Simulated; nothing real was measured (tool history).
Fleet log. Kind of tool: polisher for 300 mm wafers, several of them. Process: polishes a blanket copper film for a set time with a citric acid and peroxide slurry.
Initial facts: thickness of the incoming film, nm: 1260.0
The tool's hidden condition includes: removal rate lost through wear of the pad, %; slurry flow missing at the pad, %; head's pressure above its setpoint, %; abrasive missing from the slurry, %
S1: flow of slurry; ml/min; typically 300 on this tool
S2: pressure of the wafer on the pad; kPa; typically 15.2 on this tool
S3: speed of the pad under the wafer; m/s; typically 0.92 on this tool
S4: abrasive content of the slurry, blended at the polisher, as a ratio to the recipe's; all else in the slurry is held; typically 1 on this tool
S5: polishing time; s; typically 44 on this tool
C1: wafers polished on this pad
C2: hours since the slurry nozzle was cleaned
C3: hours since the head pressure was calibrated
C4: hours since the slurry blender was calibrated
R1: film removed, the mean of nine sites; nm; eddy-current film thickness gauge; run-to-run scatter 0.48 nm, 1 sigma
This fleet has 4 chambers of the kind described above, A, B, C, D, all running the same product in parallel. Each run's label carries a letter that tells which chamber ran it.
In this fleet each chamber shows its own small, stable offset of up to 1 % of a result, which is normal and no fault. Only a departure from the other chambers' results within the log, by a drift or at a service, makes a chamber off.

| run | day | S1 | S2 | S3 | S4 | S5 | C1 | C2 | C3 | C4 | R1 |
|---|---|---|---|---|---|---|---|---|---|---|---|
| 1C | 0.229 | 300 | 15.2 | 0.92 | 1 | 44 | 450 | 443.3 | 999.4 | 34.8 | 78.976 |
| 2B | 0.454 | 300 | 15.2 | 0.92 | 1 | 44 | 346 | 208.2 | 87.3 | 14.8 | 80.737 |
| 3D | 0.746 | 300 | 15.2 | 0.92 | 1 | 44 | 614 | 288.8 | 728.8 | 155.1 | 80.257 |
| 4A | 0.879 | 300 | 15.2 | 0.92 | 1 | 44 | 1319 | 141.6 | 748.3 | 118.2 | 80.608 |
| 5C | 1.138 | 300 | 15.2 | 0.92 | 1 | 44 | 676 | 465.1 | 1021.2 | 56.6 | 79.43 |
| 6A | 1.429 | 300 | 15.2 | 0.92 | 1 | 44 | 1456 | 154.8 | 761.5 | 131.4 | 80.548 |
|  | 1.446 | chamber A: worn pad replaced by a new one |
| 7B | 1.696 | 255 | 15.2 | 0.92 | 1 | 44 | 655 | 238 | 117.1 | 44.6 | 78.88 |
|  | 1.788 | chamber A: slurry blender recalibrated |
| 8D | 1.967 | 255 | 15.2 | 0.92 | 1 | 44 | 918 | 318.1 | 758.1 | 184.4 | 77.657 |
| 9A | 2.117 | 255 | 15.2 | 0.92 | 1 | 44 | 167 | 171.3 | 778 | 8 | 78.344 |
|  | 2.296 | chamber B: worn pad replaced by a new one |
| 10C | 2.404 | 255 | 15.2 | 0.92 | 1 | 44 | 991 | 495.5 | 1051.6 | 87 | 77.589 |
| 11B | 2.654 | 300 | 15.2 | 0.92 | 1 | 44 | 89 | 261 | 140.1 | 67.6 | 79.4 |
| 12D | 2.862 | 300 | 15.2 | 0.92 | 1 | 44 | 1141 | 339.6 | 779.6 | 205.9 | 78.964 |
|  | 2.954 | chamber D: worn pad replaced by a new one |
| 13B | 3.05 | 300 | 15.2 | 0.92 | 1 | 44 | 188 | 270.5 | 149.6 | 77.1 | 78.933 |
| 14D | 3.242 | 300 | 15.2 | 0.92 | 1 | 44 | 71 | 348.7 | 788.7 | 215 | 79.892 |
| 15A | 3.392 | 200 | 15.2 | 0.92 | 1 | 44 | 485 | 201.9 | 808.6 | 38.6 | 76.09 |
| 16C | 3.604 | 200 | 15.2 | 0.92 | 1 | 44 | 1290 | 524.3 | 1080.4 | 115.8 | 75.793 |
| 17C | 3.8 | 200 | 15.2 | 0.92 | 1 | 44 | 1339 | 529 | 1085.1 | 120.5 | 75.361 |
| 18D | 4.033 | 200 | 15.2 | 0.92 | 1 | 44 | 269 | 367.7 | 807.7 | 234 | 76.128 |
| 19A | 4.233 | 300 | 18.6 | 0.92 | 1 | 44 | 694 | 222.1 | 828.8 | 58.8 | 97.857 |
| 20B | 4.496 | 300 | 18.6 | 0.92 | 1 | 44 | 548 | 305.2 | 184.3 | 111.8 | 97.677 |
|  | 4.625 | chamber C: worn pad replaced by a new one |
| 21C | 4.717 | 300 | 18.6 | 0.92 | 1 | 44 | 23 | 551 | 1107.1 | 142.5 | 97.197 |
| 22D | 4.921 | 300 | 18.6 | 0.92 | 1 | 44 | 489 | 389 | 829 | 255.3 | 96.004 |
|  | 4.983 | chamber C: slurry blender recalibrated |
| 23B | 5.146 | 225 | 15.2 | 1.22 | 1 | 44 | 709 | 320.8 | 199.9 | 127.4 | 101.07 |
| 24A | 5.35 | 225 | 15.2 | 1.22 | 1 | 44 | 972 | 248.9 | 855.6 | 85.6 | 101.47 |
| 25C | 5.562 | 225 | 15.2 | 1.22 | 1 | 44 | 234 | 571.3 | 1127.4 | 13.9 | 100.48 |
| 26A | 5.767 | 225 | 15.2 | 1.22 | 1 | 44 | 1076 | 258.9 | 865.6 | 95.6 | 102.23 |
|  | 5.962 | chamber B: worn pad replaced by a new one |
| 27B | 5.967 | 300 | 15.2 | 0.92 | 1 | 44 | 1 | 340.5 | 219.6 | 147.1 | 79.635 |
| 28D | 6.117 | 300 | 15.2 | 0.92 | 1 | 44 | 787 | 417.7 | 857.7 | 284 | 78.606 |
| 29A | 6.292 | 300 | 15.2 | 0.92 | 1 | 44 | 1207 | 271.5 | 878.2 | 108.2 | 79.296 |
| 30B | 6.579 | 300 | 15.2 | 0.92 | 1 | 44 | 153 | 355.2 | 234.3 | 161.8 | 80.037 |
|  | 6.696 | chamber C: slurry nozzle cleaned |
|  | 6.746 | chamber A: worn pad replaced by a new one |
| 31D | 6.821 | 300 | 15.2 | 0.92 | 1 | 44 | 962 | 434.6 | 874.6 | 300.9 | 79.587 |
| 32C | 6.958 | 300 | 15.2 | 0.92 | 1 | 44 | 581 | 6.4 | 1160.9 | 47.4 | 79.363 |
| 33A | 7.129 | 300 | 15.2 | 0.92 | 1 | 44 | 95 | 291.6 | 898.3 | 128.3 | 80.364 |
| 34C | 7.292 | 300 | 15.2 | 0.92 | 1 | 44 | 664 | 14.4 | 1168.9 | 55.4 | 78.901 |
|  | 7.354 | chamber D: worn pad replaced by a new one |
| 35D | 7.425 | 300 | 15.2 | 0.92 | 1 | 44 | 18 | 449.1 | 889.1 | 315.4 | 79.521 |
| 36B | 7.688 | 300 | 15.2 | 0.92 | 1 | 44 | 429 | 381.8 | 260.9 | 188.4 | 79.284 |
| 37D | 7.888 | 300 | 15.2 | 0.92 | 1 | 44 | 133 | 460.2 | 900.2 | 326.5 | 80.019 |

What goes on in this fleet: one chamber off, a drifting gauge, or nothing beyond the chambers' own small offsets? Name the chamber and the cause, if any.

No chamber is off and the gauge is stable; the differences are just each chamber's small, constant offset.
